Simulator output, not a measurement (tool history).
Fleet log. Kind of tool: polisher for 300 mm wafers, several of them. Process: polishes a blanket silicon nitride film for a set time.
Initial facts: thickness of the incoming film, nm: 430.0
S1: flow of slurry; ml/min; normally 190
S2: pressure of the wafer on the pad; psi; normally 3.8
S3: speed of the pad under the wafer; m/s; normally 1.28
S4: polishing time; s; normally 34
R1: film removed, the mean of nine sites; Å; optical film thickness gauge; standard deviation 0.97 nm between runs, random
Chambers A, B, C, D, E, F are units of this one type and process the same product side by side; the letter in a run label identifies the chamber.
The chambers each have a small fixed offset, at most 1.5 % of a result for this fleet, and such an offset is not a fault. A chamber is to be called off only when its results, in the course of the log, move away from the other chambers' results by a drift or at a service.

-- hour=3.4 chamber E: worn pad replaced by a new one
run 1E hour=6.1 | S1=190 S2=3.8 S3=1.28 S4=34 | R1=674.57
-- hour=8.6 chamber B: slurry nozzle cleaned
run 2C hour=11.4 | S1=190 S2=3.8 S3=1.28 S4=34 | R1=652.98
-- hour=14.7 chamber A: worn pad replaced by a new one
-- hour=18.7 chamber B: worn pad replaced by a new one
run 3D hour=19.8 | S1=190 S2=3.8 S3=1.28 S4=34 | R1=657.76
run 4B hour=25.7 | S1=190 S2=3.8 S3=1.28 S4=34 | R1=657.25
run 5F hour=32.4 | S1=190 S2=3.8 S3=1.28 S4=34 | R1=635.08
-- hour=33.2 chamber F: worn pad replaced by a new one
-- hour=33.2 chamber D: worn pad replaced by a new one
run 6A hour=37.1 | S1=190 S2=3.8 S3=1.28 S4=34 | R1=657.61
run 7B hour=41.4 | S1=190 S2=3.8 S3=1.28 S4=34 | R1=650.11
run 8C hour=48.4 | S1=190 S2=4.8 S3=1.28 S4=28 | R1=676
-- hour=53.7 chamber C: worn pad replaced by a new one
run 9A hour=55 | S1=190 S2=4.8 S3=1.28 S4=28 | R1=686.04
run 10E hour=62.2 | S1=190 S2=4.8 S3=1.28 S4=28 | R1=688.45
-- hour=62.9 chamber E: worn pad replaced by a new one
run 11F hour=66 | S1=190 S2=4.8 S3=1.28 S4=28 | R1=666.08
-- hour=73.7 chamber C: head pressure recalibrated
run 12D hour=73.8 | S1=190 S2=4.8 S3=1.28 S4=28 | R1=696.63
run 13C hour=81 | S1=190 S2=4.8 S3=1.28 S4=28 | R1=698.33
-- hour=85.3 chamber B: worn pad replaced by a new one
run 14F hour=87.4 | S1=190 S2=3.8 S3=1.28 S4=34 | R1=656.79
run 15E hour=93.6 | S1=190 S2=3.8 S3=1.28 S4=34 | R1=662.42
run 16D hour=98.1 | S1=190 S2=3.8 S3=1.28 S4=34 | R1=666.57
-- hour=98.7 chamber C: worn pad replaced by a new one
-- hour=99.7 chamber A: worn pad replaced by a new one
-- hour=100.1 chamber F: worn pad replaced by a new one
run 17A hour=105.6 | S1=190 S2=3.8 S3=1.28 S4=34 | R1=634.44
run 18B hour=113.5 | S1=190 S2=3.8 S3=1.28 S4=34 | R1=659.73
-- hour=115.3 chamber F: slurry nozzle cleaned
run 19F hour=117.5 | S1=190 S2=3.8 S3=1.28 S4=34 | R1=654.85
-- hour=118.3 chamber E: worn pad replaced by a new one
-- hour=121.3 chamber D: worn pad replaced by a new one
run 20C hour=125.6 | S1=190 S2=3.8 S3=1.28 S4=34 | R1=652.48
run 21E hour=131.5 | S1=190 S2=3.8 S3=1.28 S4=34 | R1=666.5
run 22A hour=138.8 | S1=190 S2=3.8 S3=1.28 S4=34 | R1=667.94
run 23B hour=144.2 | S1=190 S2=3.8 S3=1.28 S4=34 | R1=667.27
-- hour=146.6 chamber B: worn pad replaced by a new one
-- hour=148.8 chamber C: worn pad replaced by a new one
run 24D hour=149.2 | S1=190 S2=3.8 S3=1.28 S4=34 | R1=669.11
run 25E hour=153.4 | S1=190 S2=3.8 S3=0.88 S4=34 | R1=484.97
run 26F hour=160.5 | S1=190 S2=3.8 S3=0.88 S4=34 | R1=482.4
-- hour=164.4 chamber E: worn pad replaced by a new one
run 27A hour=167.4 | S1=190 S2=3.8 S3=0.88 S4=34 | R1=486.89
-- hour=169.8 chamber F: worn pad replaced by a new one
run 28D hour=171.3 | S1=190 S2=3.8 S3=0.88 S4=34 | R1=495.58
run 29B hour=176.4 | S1=190 S2=3.8 S3=0.88 S4=34 | R1=486.68
-- hour=183.2 chamber A: worn pad replaced by a new one
run 30C hour=184.1 | S1=190 S2=3.8 S3=0.88 S4=34 | R1=483.18
run 31E hour=190.1 | S1=190 S2=3.8 S3=1.28 S4=34 | R1=662.4
-- hour=194.3 chamber A: slurry nozzle cleaned
run 32D hour=197 | S1=190 S2=3.8 S3=1.28 S4=34 | R1=650.29
-- hour=199.7 chamber C: worn pad replaced by a new one
run 33F hour=203.5 | S1=190 S2=3.8 S3=1.28 S4=34 | R1=665.45
run 34B hour=207.8 | S1=190 S2=3.8 S3=1.28 S4=34 | R1=654.7
-- hour=208.2 chamber D: worn pad replaced by a new one
-- hour=208.5 chamber B: worn pad replaced by a new one
run 35A hour=214.1 | S1=190 S2=3.8 S3=1.28 S4=34 | R1=652.01
-- hour=216.5 chamber E: worn pad replaced by a new one
run 36C hour=219.1 | S1=190 S2=3.8 S3=1.28 S4=34 | R1=657.36
run 37C hour=227.5 | S1=190 S2=3.8 S3=1.28 S4=34 | R1=648
run 38B hour=235.9 | S1=190 S2=3.8 S3=1.28 S4=34 | R1=669.89
-- hour=239.9 chamber F: worn pad replaced by a new one
run 39D hour=241.3 | S1=190 S2=3.8 S3=1.28 S4=34 | R1=651.96
run 40E hour=246.3 | S1=190 S2=3.8 S3=1.28 S4=34 | R1=656.51
run 41A hour=251.7 | S1=190 S2=3.8 S3=1.28 S4=34 | R1=644.57
-- hour=255.7 chamber B: slurry nozzle cleaned
run 42F hour=255.9 | S1=190 S2=3.8 S3=1.28 S4=34 | R1=661.15
run 43B hour=262.1 | S1=225 S2=3.8 S3=1.28 S4=40 | R1=768.16

Each of the 6 chambers runs these same settings next. Fill in every chamber's results:
run 44A hour=268.3 | S1=190 S2=3.8 S3=1.28 S4=34 | R1=?
run 44B hour=268.3 | S1=190 S2=3.8 S3=1.28 S4=34 | R1=?
run 44C hour=268.3 | S1=190 S2=3.8 S3=1.28 S4=34 | R1=?
run 44D hour=268.3 | S1=190 S2=3.8 S3=1.28 S4=34 | R1=?
run 44E hour=268.3 | S1=190 S2=3.8 S3=1.28 S4=34 | R1=?
run 44F hour=268.3 | S1=190 S2=3.8 S3=1.28 S4=34 | R1=?

run=44A R1=653.72
run=44B R1=659.87
run=44C R1=658.13
run=44D R1=654.31
run=44E R1=652.46
run=44F R1=667.81

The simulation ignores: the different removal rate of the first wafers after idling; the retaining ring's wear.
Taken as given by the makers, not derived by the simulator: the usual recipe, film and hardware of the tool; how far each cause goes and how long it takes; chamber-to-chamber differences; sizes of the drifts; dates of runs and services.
